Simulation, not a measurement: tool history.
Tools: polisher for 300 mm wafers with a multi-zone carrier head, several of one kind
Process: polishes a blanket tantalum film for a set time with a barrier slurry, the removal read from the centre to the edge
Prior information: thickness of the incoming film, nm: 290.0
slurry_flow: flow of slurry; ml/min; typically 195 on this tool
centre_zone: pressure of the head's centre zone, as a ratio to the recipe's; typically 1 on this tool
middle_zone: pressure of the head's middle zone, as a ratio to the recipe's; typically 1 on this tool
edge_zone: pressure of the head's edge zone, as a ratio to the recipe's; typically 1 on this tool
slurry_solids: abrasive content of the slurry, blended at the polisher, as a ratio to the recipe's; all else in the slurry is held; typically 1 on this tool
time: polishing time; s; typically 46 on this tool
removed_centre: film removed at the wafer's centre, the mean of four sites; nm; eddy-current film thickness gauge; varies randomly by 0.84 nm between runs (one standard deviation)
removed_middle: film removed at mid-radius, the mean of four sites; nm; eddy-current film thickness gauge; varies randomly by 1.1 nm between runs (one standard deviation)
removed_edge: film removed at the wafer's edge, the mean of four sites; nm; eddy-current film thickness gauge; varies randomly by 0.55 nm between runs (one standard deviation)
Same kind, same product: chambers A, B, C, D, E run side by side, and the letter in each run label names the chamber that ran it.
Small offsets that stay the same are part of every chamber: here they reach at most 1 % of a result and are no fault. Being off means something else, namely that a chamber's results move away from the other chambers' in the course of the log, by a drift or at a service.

run    day  slurry_flow  centre_zone  middle_zone  edge_zone  slurry_solids  time  wafers polished on this pad  hours since the slurry nozzle was cleaned  hours since the centre zone pressure was calibrated  hours since the edge zone pressure was calibrated  removed_centre  removed_middle  removed_edge
     0.062  -- chamber E: worn pad replaced by a new one
 1E  0.192          195            1            1          1              1    46                           24                                      484.3                                                262.7                                               74.4          87.827          88.529        86.306
     0.371  -- chamber D: slurry nozzle cleaned
 2C  0.412          195            1            1          1              1    46                          764                                      390.3                                                550.5                                              131.5          86.925          86.658        86.458
 3A   0.55          195            1            1          1              1    46                         1310                                      112.7                                                287.8                                               43.1          87.438          85.999        87.701
 4B  0.796          195            1            1          1              1    46                          672                                      158.7                                                  366                                              682.6          87.605          87.644        87.051
 5D  0.946          140            1            1       0.95              1    46                          835                                       13.9                                                862.2                                              610.9          81.143          82.762        80.705
     1.062  -- chamber D: worn pad replaced by a new one
 6C  1.083          140            1            1       0.95              1    46                          891                                      406.4                                                566.6                                              147.6           81.27          82.432        81.477
     1.146  -- chamber E: centre zone pressure recalibrated
 7E  1.271          140            1            1       0.95              1    46                          229                                      510.2                                                  3.1                                              100.3          81.088           82.99        79.775
 8A  1.396          140            1            1       0.95              1    46                         1470                                        133                                                308.1                                               63.4          81.773           81.63        80.717
 9D  1.646          140            1            1       0.95              1    46                          111                                       30.7                                                  879                                              627.7          82.373          81.761        80.872
10B  1.829          195            1            1          1            1.3    41                          868                                      183.5                                                390.8                                              707.4          82.473          81.712        82.146
     1.871  -- chamber E: slurry nozzle cleaned
11E  2.029          195            1            1          1            1.3    41                          373                                        3.8                                                 21.3                                              118.5          82.239          83.268        83.595
     2.058  -- chamber B: centre zone pressure recalibrated
     2.062  -- chamber A: worn pad replaced by a new one
12C   2.25          195            1            1          1            1.3    41                         1113                                      434.4                                                594.6                                              175.6          83.688           82.05        82.885
13B  2.492          195            1            1          1            1.3    41                          994                                      199.4                                                 10.4                                              723.3          81.176          83.427        82.817
14A  2.654          195            1            1          1            1.3    41                          112                                      163.2                                                338.3                                               93.6          83.623           82.43        82.903
     2.767  -- chamber C: worn pad replaced by a new one
15D  2.842          195         1.07            1          1            0.9    46                          338                                       59.4                                                907.7                                              656.4          90.718          84.677        83.141
16E  2.958          195         1.07            1          1            0.9    46                          550                                       26.1                                                 43.6                                              140.8          92.087          85.213        83.784
       3.1  -- chamber D: centre zone pressure recalibrated
17D  3.117          195         1.07            1          1            0.9    46                          390                                         66                                                  0.5                                                663           100.7           84.33        84.848
18C  3.292          195         1.07            1          1            0.9    46                           99                                      459.4                                                619.6                                              200.6          89.165          84.631        84.034
19A  3.554          195         1.07            1          1            0.9    46                          283                                      184.8                                                359.9                                              115.2          92.937          83.671        84.081
20B  3.746          195            1            1          1              1    46                         1232                                      229.5                                                 40.5                                              753.4          86.285           85.42        87.395
21C   3.95          195            1            1          1              1    46                          224                                      475.2                                                635.4                                              216.4          86.619          87.038        87.424
     4.104  -- chamber B: worn pad replaced by a new one
22D  4.142          195            1            1          1              1    46                          585                                       90.6                                                 25.1                                              687.6          97.985          87.015        87.106
23B  4.379          195            1            1          1              1    46                           52                                      244.7                                                 55.7                                              768.6          86.316          85.985        86.307
     4.579  -- chamber A: centre zone pressure recalibrated
24A  4.583          195            1            1          1              1    46                          479                                      209.5                                                  0.2                                              139.9          87.859          87.502         87.46
25E  4.708          195            1            1          1              1    46                          882                                       68.1                                                 85.6                                              182.8           87.25          87.732        86.094
     4.771  -- chamber E: worn pad replaced by a new one
26A  4.842          195            1            1          1              1    46                          528                                      215.7                                                  6.4                                              146.1           87.79          87.696        87.371
27C  5.096          195            1            1       0.89              1    46                          442                                      502.7                                                662.9                                              243.9          86.913          87.537        82.059
28E  5.238          195            1            1       0.89              1    46                           89                                       80.8                                                 98.3                                              195.5          87.969          87.611         81.34
29B  5.421          195            1            1       0.89              1    46                          250                                      269.7                                                 80.7                                              793.6           87.33          86.062        81.658
30D  5.646          195            1            1       0.89              1    46                          870                                      126.7                                                 61.2                                              723.7          99.428          85.859        81.471
       5.7  -- chamber D: worn pad replaced by a new one
31E  5.804          195            1            1       0.89              1    46                          196                                       94.4                                                111.9                                              209.1          85.064          88.107        81.572
32A  5.983          195            1            1          1              1    46                          745                                      243.1                                                 33.8                                              173.5          87.937          87.524        87.305
33B  6.242          195            1            1          1              1    46                          406                                      289.4                                                100.4                                              813.3          86.068          87.327        87.527
34C  6.442          195            1            1          1              1    46                          698                                        535                                                695.2                                              276.2          87.556          88.812        86.891
35D  6.625          195            1            1          1              1    46                          175                                      150.2                                                 84.7                                              747.2          100.06          87.616        86.326
36B  6.762          195            1            1          1              1    46                          505                                      301.9                                                112.9                                              825.8          86.086          88.863        86.891
37E  6.921          195            1            1       1.07              1    46                          408                                      121.2                                                138.7                                              235.9          87.031          87.263        89.905
38A   7.05          195            1            1       1.07              1    46                          947                                      268.7                                                 59.4                                              199.1           86.34          87.099        91.587
39C   7.25          195            1            1       1.07              1    46                          851                                      554.4                                                714.6                                              295.6          87.485          87.826        90.584
40D  7.479          195            1            1       1.07              1    46                          337                                      170.7                                                105.2                                              767.7           98.07          86.686        88.836
41B    7.7          195            1            1       1.07              1    46                          683                                      324.4                                                135.4                                              848.3          86.388          88.927        89.802
42C  7.858          195         1.07            1       0.89              1    46                          967                                        569                                                729.2                                              310.2          93.003          84.887        82.002
43A  8.071          195         1.07            1       0.89              1    46                         1141                                      293.2                                                 83.9                                              223.6          93.503          86.105        82.128

Read the log: is a single chamber off, either drifting away or since a service, is the gauge that measures every chamber drifting, or is nothing wrong beyond small per-chamber offsets? Name any odd chamber and what most likely caused it.

A service on chamber D put it out of line with the rest.
What lies behind it: centre zone's pressure above its setpoint, % = 11.9.

Here are 4 candidates for chamber D's next run, each the usual settings with a change, their results left as question marks. Which one brings its results back in line with what the others give on the usual settings?
In line means no further than this from the other chambers' mean on the usual settings: removed_centre 2.9 nm; removed_middle 4 nm; removed_edge 1.9 nm
44D-1  8.262          180         0.85         1.03       1.06              1    45                                                                                                                                                                                               ?               ?             ?
44D-2  8.262          205          1.1         0.98       0.97              1    46                                                                                                                                                                                               ?               ?             ?
44D-3  8.262          185          0.9         1.02       1.03              1    46                                                                                                                                                                                               ?               ?             ?
44D-4  8.262          215         1.17         0.96       0.92              1    47                                                                                                                                                                                               ?               ?             ?

Other chambers, usual settings, mean: removed_centre 87.003 nm; removed_middle 87.009 nm; removed_edge 86.929 nm
  run  removed_centre  removed_middle  removed_edge
44D-1          79.267           86.72        86.922
44D-2          109.15          86.227        86.162
44D-3          86.601          88.212        87.815
44D-4          119.92          86.984         86.17
The answer is 44D-3, which returns the chamber to within the allowed miss of the others.

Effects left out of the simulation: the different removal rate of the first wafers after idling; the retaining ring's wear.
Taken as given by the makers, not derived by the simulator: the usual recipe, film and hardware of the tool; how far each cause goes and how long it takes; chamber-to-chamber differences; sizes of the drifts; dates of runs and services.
